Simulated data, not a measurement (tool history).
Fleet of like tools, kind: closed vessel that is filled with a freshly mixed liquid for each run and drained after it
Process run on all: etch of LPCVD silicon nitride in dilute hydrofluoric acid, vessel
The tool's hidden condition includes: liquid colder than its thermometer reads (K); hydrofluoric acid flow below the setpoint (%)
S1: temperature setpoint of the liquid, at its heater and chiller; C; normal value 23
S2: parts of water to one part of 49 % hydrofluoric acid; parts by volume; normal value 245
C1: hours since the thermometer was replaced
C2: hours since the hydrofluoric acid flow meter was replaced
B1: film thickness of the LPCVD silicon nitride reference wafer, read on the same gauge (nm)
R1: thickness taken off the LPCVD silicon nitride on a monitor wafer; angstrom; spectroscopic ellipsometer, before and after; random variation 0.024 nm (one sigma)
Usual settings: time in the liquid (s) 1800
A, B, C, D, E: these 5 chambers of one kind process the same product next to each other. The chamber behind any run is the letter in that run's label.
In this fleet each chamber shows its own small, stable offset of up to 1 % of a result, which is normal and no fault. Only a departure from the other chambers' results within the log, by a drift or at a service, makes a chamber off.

Run 1E, hour 8.0: usual settings; C1 581.1; C2 530.6; B1 100.060. Result: R1 33.613 angstrom.
Run 2D, hour 17.0: usual settings; C1 2058.1; C2 326.8; B1 99.977. Result: R1 34.262 angstrom.
Run 3C, hour 22.7: usual settings; C1 2283.7; C2 584.9; B1 100.010. Result: R1 34.382 angstrom.
Run 4A, hour 27.1: usual settings; C1 1189.3; C2 1089.3; B1 99.999. Result: R1 34.112 angstrom.
Run 5B, hour 33.9: usual settings; C1 915.1; C2 1436.6; B1 100.010. Result: R1 34.402 angstrom.
Run 6D, hour 38.4: usual settings; C1 2079.5; C2 348.2; B1 100.050. Result: R1 33.897 angstrom.
Run 7E, hour 48.0: usual settings; C1 621.1; C2 570.6; B1 100.010. Result: R1 33.723 angstrom.
Run 8B, hour 55.7: usual settings; C1 936.9; C2 1458.4; B1 99.974. Result: R1 34.206 angstrom.
Run 9A, hour 62.8: usual settings; C1 1225.0; C2 1125.0; B1 100.060. Result: R1 33.862 angstrom.
Run 10C, hour 70.8: usual settings; C1 2331.8; C2 633.0; B1 100.040. Result: R1 34.139 angstrom.
At hour 71.8: chamber E: hydrofluoric acid flow meter replaced.
Run 11B, hour 79.8: usual settings but S1 21 C, S2 330 parts by volume; C1 961.0; C2 1482.5; B1 99.999. Result: R1 22.576 angstrom.
Run 12C, hour 85.7: usual settings but S1 21 C, S2 330 parts by volume; C1 2346.7; C2 647.9; B1 99.969. Result: R1 22.692 angstrom.
Run 13D, hour 91.8: usual settings but S1 21 C, S2 330 parts by volume; C1 2132.9; C2 401.6; B1 100.010. Result: R1 22.363 angstrom.
Run 14E, hour 96.1: usual settings but S1 21 C, S2 330 parts by volume; C1 669.2; C2 24.4; B1 100.010. Result: R1 22.526 angstrom.
Run 15A, hour 101.7: usual settings but S1 21 C, S2 330 parts by volume; C1 1263.9; C2 1163.9; B1 99.998. Result: R1 22.688 angstrom.
Run 16B, hour 107.6: usual settings but S2 210 parts by volume, time in the liquid (s) 2225; C1 988.8; C2 1510.3; B1 100.010. Result: R1 49.380 angstrom.
Run 17E, hour 116.5: usual settings but S2 210 parts by volume, time in the liquid (s) 2225; C1 689.6; C2 44.8; B1 99.984. Result: R1 49.499 angstrom.
Run 18A, hour 124.1: usual settings but S2 210 parts by volume, time in the liquid (s) 2225; C1 1286.3; C2 1186.3; B1 99.972. Result: R1 49.198 angstrom.
Run 19C, hour 132.6: usual settings but S2 210 parts by volume, time in the liquid (s) 2225; C1 2393.6; C2 694.8; B1 99.986. Result: R1 49.734 angstrom.
Run 20D, hour 138.9: usual settings but S2 210 parts by volume, time in the liquid (s) 2225; C1 2180.0; C2 448.7; B1 100.000. Result: R1 49.114 angstrom.
Run 21E, hour 145.9: usual settings; C1 719.0; C2 74.2; B1 99.977. Result: R1 33.899 angstrom.
Run 22A, hour 154.3: usual settings; C1 1316.5; C2 1216.5; B1 100.030. Result: R1 34.086 angstrom.
Run 23C, hour 162.8: usual settings; C1 2423.8; C2 725.0; B1 100.040. Result: R1 34.416 angstrom.
Run 24B, hour 169.0: usual settings; C1 1050.2; C2 1571.7; B1 99.999. Result: R1 34.118 angstrom.
Run 25D, hour 175.0: usual settings; C1 2216.1; C2 484.8; B1 99.998. Result: R1 34.047 angstrom.
Run 26A, hour 182.8: usual settings; C1 1345.0; C2 1245.0; B1 99.981. Result: R1 33.707 angstrom.
Run 27E, hour 190.2: usual settings; C1 763.3; C2 118.5; B1 99.990. Result: R1 33.878 angstrom.
Run 28C, hour 196.8: usual settings; C1 2457.8; C2 759.0; B1 99.977. Result: R1 33.838 angstrom.
Run 29B, hour 206.4: usual settings; C1 1087.6; C2 1609.1; B1 99.979. Result: R1 34.067 angstrom.
Run 30D, hour 213.3: usual settings; C1 2254.4; C2 523.1; B1 99.980. Result: R1 34.279 angstrom.
Run 31B, hour 222.4: usual settings; C1 1103.6; C2 1625.1; B1 99.927. Result: R1 34.307 angstrom.

Does one chamber stand apart from the rest, does the shared gauge drift, or is all well apart from small per-chamber offsets? Give the chamber and the most likely cause, where there is one.

No chamber is off and the gauge is stable; the differences are just each chamber's small, constant offset.
